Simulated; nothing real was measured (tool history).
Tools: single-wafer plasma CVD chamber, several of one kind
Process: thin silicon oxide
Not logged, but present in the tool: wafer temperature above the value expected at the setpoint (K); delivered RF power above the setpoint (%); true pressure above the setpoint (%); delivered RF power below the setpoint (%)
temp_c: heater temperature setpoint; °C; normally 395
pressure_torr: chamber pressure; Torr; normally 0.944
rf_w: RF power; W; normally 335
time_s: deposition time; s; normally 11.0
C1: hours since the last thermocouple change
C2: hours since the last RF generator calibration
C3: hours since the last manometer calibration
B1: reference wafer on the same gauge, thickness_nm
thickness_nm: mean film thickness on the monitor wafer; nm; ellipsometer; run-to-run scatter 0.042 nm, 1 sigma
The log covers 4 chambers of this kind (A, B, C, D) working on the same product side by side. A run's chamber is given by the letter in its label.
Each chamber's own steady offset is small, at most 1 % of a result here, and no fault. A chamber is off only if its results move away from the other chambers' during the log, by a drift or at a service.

{"run": "1C", "hour": 2.7, "temp_c": 395, "pressure_torr": 0.944, "rf_w": 335, "time_s": 11.0, "C1": 1372.5, "C2": 272.9, "C3": 1173.0, "B1": 29.198, "thickness_nm": 24.404}
{"run": "2B", "hour": 7.6, "temp_c": 395, "pressure_torr": 0.944, "rf_w": 335, "time_s": 11.0, "C1": 415.3, "C2": 1085.2, "C3": 961.0, "B1": 29.186, "thickness_nm": 24.29}
{"hour": 10.4, "done": "chamber D: RF generator calibrated"}
{"run": "3D", "hour": 12.6, "temp_c": 395, "pressure_torr": 0.944, "rf_w": 335, "time_s": 11.0, "C1": 1251.6, "C2": 2.3, "C3": 987.1, "B1": 29.181, "thickness_nm": 24.34}
{"run": "4A", "hour": 18.1, "temp_c": 395, "pressure_torr": 0.944, "rf_w": 335, "time_s": 11.0, "C1": 2173.6, "C2": 988.2, "C3": 495.0, "B1": 29.185, "thickness_nm": 24.59}
{"run": "5B", "hour": 22.9, "temp_c": 395, "pressure_torr": 0.944, "rf_w": 335, "time_s": 11.0, "C1": 430.6, "C2": 1100.5, "C3": 976.3, "B1": 29.159, "thickness_nm": 24.25}
{"run": "6C", "hour": 26.9, "temp_c": 395, "pressure_torr": 0.762, "rf_w": 270, "time_s": 11.0, "C1": 1396.7, "C2": 297.1, "C3": 1197.2, "B1": 29.151, "thickness_nm": 18.475}
{"run": "7D", "hour": 31.2, "temp_c": 395, "pressure_torr": 0.762, "rf_w": 270, "time_s": 11.0, "C1": 1270.2, "C2": 20.9, "C3": 1005.7, "B1": 29.15, "thickness_nm": 18.375}
{"run": "8A", "hour": 35.6, "temp_c": 395, "pressure_torr": 0.762, "rf_w": 270, "time_s": 11.0, "C1": 2191.1, "C2": 1005.7, "C3": 512.5, "B1": 29.153, "thickness_nm": 18.757}
{"run": "9A", "hour": 40.6, "temp_c": 395, "pressure_torr": 0.762, "rf_w": 270, "time_s": 11.0, "C1": 2196.1, "C2": 1010.7, "C3": 517.5, "B1": 29.14, "thickness_nm": 18.756}
{"run": "10B", "hour": 45.7, "temp_c": 395, "pressure_torr": 0.944, "rf_w": 335, "time_s": 11.0, "C1": 453.4, "C2": 1123.3, "C3": 999.1, "B1": 29.135, "thickness_nm": 24.279}
{"run": "11C", "hour": 50.2, "temp_c": 395, "pressure_torr": 0.944, "rf_w": 335, "time_s": 11.0, "C1": 1420.0, "C2": 320.4, "C3": 1220.5, "B1": 29.138, "thickness_nm": 24.371}
{"run": "12D", "hour": 54.2, "temp_c": 409, "pressure_torr": 0.944, "rf_w": 355, "time_s": 11.0, "C1": 1293.2, "C2": 43.9, "C3": 1028.7, "B1": 29.119, "thickness_nm": 24.739}
{"run": "13B", "hour": 56.9, "temp_c": 409, "pressure_torr": 0.944, "rf_w": 355, "time_s": 11.0, "C1": 464.6, "C2": 1134.5, "C3": 1010.3, "B1": 29.12, "thickness_nm": 24.584}
{"run": "14C", "hour": 62.4, "temp_c": 409, "pressure_torr": 0.944, "rf_w": 355, "time_s": 11.0, "C1": 1432.2, "C2": 332.6, "C3": 1232.7, "B1": 29.115, "thickness_nm": 24.658}
{"run": "15D", "hour": 65.7, "temp_c": 409, "pressure_torr": 0.944, "rf_w": 355, "time_s": 11.0, "C1": 1304.7, "C2": 55.4, "C3": 1040.2, "B1": 29.114, "thickness_nm": 24.718}
{"run": "16A", "hour": 71.8, "temp_c": 395, "pressure_torr": 0.944, "rf_w": 335, "time_s": 11.0, "C1": 2227.3, "C2": 1041.9, "C3": 548.7, "B1": 29.106, "thickness_nm": 24.597}
{"run": "17A", "hour": 76.6, "temp_c": 395, "pressure_torr": 0.944, "rf_w": 335, "time_s": 11.0, "C1": 2232.1, "C2": 1046.7, "C3": 553.5, "B1": 29.097, "thickness_nm": 24.52}
{"run": "18B", "hour": 81.4, "temp_c": 407, "pressure_torr": 0.944, "rf_w": 335, "time_s": 10.3, "C1": 489.1, "C2": 1159.0, "C3": 1034.8, "B1": 29.094, "thickness_nm": 22.502}
{"run": "19C", "hour": 86.7, "temp_c": 407, "pressure_torr": 0.944, "rf_w": 335, "time_s": 10.3, "C1": 1456.5, "C2": 356.9, "C3": 1257.0, "B1": 29.084, "thickness_nm": 22.62}
{"run": "20D", "hour": 92.3, "temp_c": 407, "pressure_torr": 0.944, "rf_w": 335, "time_s": 10.3, "C1": 1331.3, "C2": 82.0, "C3": 1066.8, "B1": 29.075, "thickness_nm": 22.524}
{"run": "21C", "hour": 97.9, "temp_c": 407, "pressure_torr": 0.944, "rf_w": 335, "time_s": 10.3, "C1": 1467.7, "C2": 368.1, "C3": 1268.2, "B1": 29.072, "thickness_nm": 22.656}
{"run": "22D", "hour": 102.2, "temp_c": 395, "pressure_torr": 0.944, "rf_w": 335, "time_s": 11.0, "C1": 1341.2, "C2": 91.9, "C3": 1076.7, "B1": 29.044, "thickness_nm": 24.348}
{"run": "23A", "hour": 105.9, "temp_c": 395, "pressure_torr": 0.944, "rf_w": 335, "time_s": 11.0, "C1": 2261.4, "C2": 1076.0, "C3": 582.8, "B1": 29.065, "thickness_nm": 24.541}
{"run": "24B", "hour": 111.4, "temp_c": 395, "pressure_torr": 0.944, "rf_w": 335, "time_s": 11.0, "C1": 519.1, "C2": 1189.0, "C3": 1064.8, "B1": 29.044, "thickness_nm": 24.15}
{"run": "25C", "hour": 115.8, "temp_c": 395, "pressure_torr": 0.944, "rf_w": 335, "time_s": 11.0, "C1": 1485.6, "C2": 386.0, "C3": 1286.1, "B1": 29.037, "thickness_nm": 24.259}
{"run": "26B", "hour": 120.2, "temp_c": 395, "pressure_torr": 0.944, "rf_w": 335, "time_s": 11.0, "C1": 527.9, "C2": 1197.8, "C3": 1073.6, "B1": 29.038, "thickness_nm": 24.225}
{"run": "27A", "hour": 123.9, "temp_c": 395, "pressure_torr": 0.944, "rf_w": 335, "time_s": 11.0, "C1": 2279.4, "C2": 1094.0, "C3": 600.8, "B1": 29.027, "thickness_nm": 24.526}
{"run": "28D", "hour": 128.9, "temp_c": 405, "pressure_torr": 0.944, "rf_w": 335, "time_s": 11.0, "C1": 1367.9, "C2": 118.6, "C3": 1103.4, "B1": 29.035, "thickness_nm": 24.115}
{"run": "29B", "hour": 133.2, "temp_c": 405, "pressure_torr": 0.944, "rf_w": 335, "time_s": 11.0, "C1": 540.9, "C2": 1210.8, "C3": 1086.6, "B1": 29.016, "thickness_nm": 23.938}
{"run": "30A", "hour": 137.1, "temp_c": 405, "pressure_torr": 0.944, "rf_w": 335, "time_s": 11.0, "C1": 2292.6, "C2": 1107.2, "C3": 614.0, "B1": 29.007, "thickness_nm": 24.401}
{"run": "31C", "hour": 141.6, "temp_c": 405, "pressure_torr": 0.944, "rf_w": 335, "time_s": 11.0, "C1": 1511.4, "C2": 411.8, "C3": 1311.9, "B1": 29.008, "thickness_nm": 24.155}
{"run": "32D", "hour": 146.7, "temp_c": 395, "pressure_torr": 0.944, "rf_w": 335, "time_s": 11.0, "C1": 1385.7, "C2": 136.4, "C3": 1121.2, "B1": 28.995, "thickness_nm": 24.235}

Has any chamber moved away from the others, gradually or after a service, or does the common gauge drift, or do the chambers differ only by their own small steady offsets? State the chamber and the most likely cause if one applies.

Gauge drift. The chambers move together only on paper, and none stands off.
Cause: gauge reads low (%) = 0.712.
